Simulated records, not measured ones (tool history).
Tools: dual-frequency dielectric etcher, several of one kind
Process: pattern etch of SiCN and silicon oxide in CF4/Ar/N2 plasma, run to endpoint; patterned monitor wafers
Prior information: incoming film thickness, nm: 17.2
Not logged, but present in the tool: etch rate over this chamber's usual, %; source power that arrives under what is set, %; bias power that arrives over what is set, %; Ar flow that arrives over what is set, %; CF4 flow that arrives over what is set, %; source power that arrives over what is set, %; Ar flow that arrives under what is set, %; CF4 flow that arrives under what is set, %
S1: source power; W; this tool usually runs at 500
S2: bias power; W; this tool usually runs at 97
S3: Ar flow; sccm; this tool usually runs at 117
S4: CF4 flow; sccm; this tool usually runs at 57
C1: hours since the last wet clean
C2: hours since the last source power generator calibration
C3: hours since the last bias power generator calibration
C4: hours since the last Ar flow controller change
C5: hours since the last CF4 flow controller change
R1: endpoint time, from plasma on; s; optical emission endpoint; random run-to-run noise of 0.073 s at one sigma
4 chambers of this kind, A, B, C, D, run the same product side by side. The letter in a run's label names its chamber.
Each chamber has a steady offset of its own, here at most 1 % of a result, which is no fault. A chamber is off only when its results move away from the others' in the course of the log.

run 1D hour=13.5 | S1=500 S2=97 S3=117 S4=57 | C1=239.8 C2=2470.4 C3=2279.8 C4=510 C5=1434.1 | R1=17.265
-- hour=20.6 chamber A: wet clean of the chamber
run 2C hour=20.6 | S1=500 S2=97 S3=117 S4=57 | C1=274.3 C2=970 C3=898.8 C4=5427.6 C5=2873.6 | R1=17.504
run 3A hour=33.1 | S1=500 S2=97 S3=117 S4=57 | C1=12.6 C2=969.8 C3=282.2 C4=2280.9 C5=3299.3 | R1=17.373
-- hour=43.1 chamber C: Ar flow controller replaced
run 4B hour=46 | S1=500 S2=97 S3=117 S4=57 | C1=299.2 C2=2505.9 C3=626 C4=1140 C5=3490.7 | R1=17.491
run 5B hour=57.1 | S1=500 S2=97 S3=117 S4=57 | C1=310.3 C2=2517 C3=637.1 C4=1151.1 C5=3501.8 | R1=17.407
run 6A hour=63.9 | S1=500 S2=97 S3=117 S4=57 | C1=43.4 C2=1000.6 C3=313 C4=2311.7 C5=3330.1 | R1=17.456
run 7D hour=71.6 | S1=450 S2=81 S3=117 S4=57 | C1=297.9 C2=2528.5 C3=2337.9 C4=568.1 C5=1492.2 | R1=20.188
run 8C hour=80.8 | S1=450 S2=81 S3=117 S4=57 | C1=334.5 C2=1030.2 C3=959 C4=37.8 C5=2933.8 | R1=20.333
run 9B hour=89.5 | S1=450 S2=81 S3=117 S4=57 | C1=342.7 C2=2549.4 C3=669.5 C4=1183.5 C5=3534.2 | R1=20.363
-- hour=92.6 chamber D: bias power generator calibrated
run 10A hour=100.7 | S1=450 S2=81 S3=117 S4=57 | C1=80.2 C2=1037.4 C3=349.8 C4=2348.5 C5=3366.9 | R1=20.357
run 11C hour=107 | S1=500 S2=97 S3=117 S4=57 | C1=360.7 C2=1056.4 C3=985.2 C4=64 C5=2960 | R1=17.309
run 12D hour=120.8 | S1=500 S2=97 S3=117 S4=57 | C1=347.1 C2=2577.7 C3=28.2 C4=617.3 C5=1541.4 | R1=17.237
run 13A hour=129.6 | S1=500 S2=97 S3=133 S4=62 | C1=109.1 C2=1066.3 C3=378.7 C4=2377.4 C5=3395.8 | R1=17.516
run 14D hour=140.4 | S1=500 S2=97 S3=133 S4=62 | C1=366.7 C2=2597.3 C3=47.8 C4=636.9 C5=1561 | R1=17.456
run 15B hour=152.1 | S1=500 S2=97 S3=133 S4=62 | C1=405.3 C2=2612 C3=732.1 C4=1246.1 C5=3596.8 | R1=17.446
run 16C hour=164.5 | S1=500 S2=97 S3=133 S4=62 | C1=418.2 C2=1113.9 C3=1042.7 C4=121.5 C5=3017.5 | R1=17.492
run 17C hour=171.5 | S1=500 S2=77 S3=117 S4=57 | C1=425.2 C2=1120.9 C3=1049.7 C4=128.5 C5=3024.5 | R1=18.915
run 18A hour=185.6 | S1=500 S2=77 S3=117 S4=57 | C1=165.1 C2=1122.3 C3=434.7 C4=2433.4 C5=3451.8 | R1=19.045
run 19B hour=192.1 | S1=500 S2=77 S3=117 S4=57 | C1=445.3 C2=2652 C3=772.1 C4=1286.1 C5=3636.8 | R1=18.649
run 20D hour=202.9 | S1=500 S2=77 S3=117 S4=57 | C1=429.2 C2=2659.8 C3=110.3 C4=699.4 C5=1623.5 | R1=18.939
-- hour=213.7 chamber C: wet clean of the chamber
run 21D hour=214.5 | S1=500 S2=97 S3=117 S4=57 | C1=440.8 C2=2671.4 C3=121.9 C4=711 C5=1635.1 | R1=17.271
run 22A hour=228.6 | S1=500 S2=97 S3=117 S4=57 | C1=208.1 C2=1165.3 C3=477.7 C4=2476.4 C5=3494.8 | R1=17.377
run 23B hour=239.8 | S1=500 S2=97 S3=117 S4=57 | C1=493 C2=2699.7 C3=819.8 C4=1333.8 C5=3684.5 | R1=16.914
run 24C hour=252.5 | S1=500 S2=97 S3=117 S4=57 | C1=38.9 C2=1201.9 C3=1130.7 C4=209.5 C5=3105.5 | R1=17.435
run 25A hour=261.7 | S1=500 S2=97 S3=117 S4=57 | C1=241.2 C2=1198.4 C3=510.8 C4=2509.5 C5=3527.9 | R1=17.28
run 26D hour=272.2 | S1=500 S2=97 S3=117 S4=57 | C1=498.5 C2=2729.1 C3=179.6 C4=768.7 C5=1692.8 | R1=17.45
run 27B hour=280.9 | S1=500 S2=119 S3=117 S4=57 | C1=534.1 C2=2740.8 C3=860.9 C4=1374.9 C5=3725.6 | R1=15.673
run 28C hour=290.3 | S1=500 S2=119 S3=117 S4=57 | C1=76.7 C2=1239.7 C3=1168.5 C4=247.3 C5=3143.3 | R1=16.053
run 29C hour=297.6 | S1=500 S2=119 S3=117 S4=57 | C1=84 C2=1247 C3=1175.8 C4=254.6 C5=3150.6 | R1=16.069
run 30D hour=308.1 | S1=500 S2=119 S3=117 S4=57 | C1=534.4 C2=2765 C3=215.5 C4=804.6 C5=1728.7 | R1=16.076
run 31B hour=317.8 | S1=500 S2=97 S3=117 S4=57 | C1=571 C2=2777.7 C3=897.8 C4=1411.8 C5=3762.5 | R1=16.893
run 32A hour=330.9 | S1=500 S2=97 S3=117 S4=57 | C1=310.4 C2=1267.6 C3=580 C4=2578.7 C5=3597.1 | R1=17.324
run 33B hour=338.9 | S1=500 S2=97 S3=117 S4=57 | C1=592.1 C2=2798.8 C3=918.9 C4=1432.9 C5=3783.6 | R1=16.841

The same settings go to every chamber for the next run, one line per chamber below. Forecast the results for each:
run 34A hour=349.1 | S1=500 S2=97 S3=117 S4=57 | R1=?
run 34B hour=349.1 | S1=500 S2=97 S3=117 S4=57 | R1=?
run 34C hour=349.1 | S1=500 S2=97 S3=117 S4=57 | R1=?
run 34D hour=349.1 | S1=500 S2=97 S3=117 S4=57 | R1=?

run=34A R1=17.367
run=34B R1=16.739
run=34C R1=17.391
run=34D R1=17.419
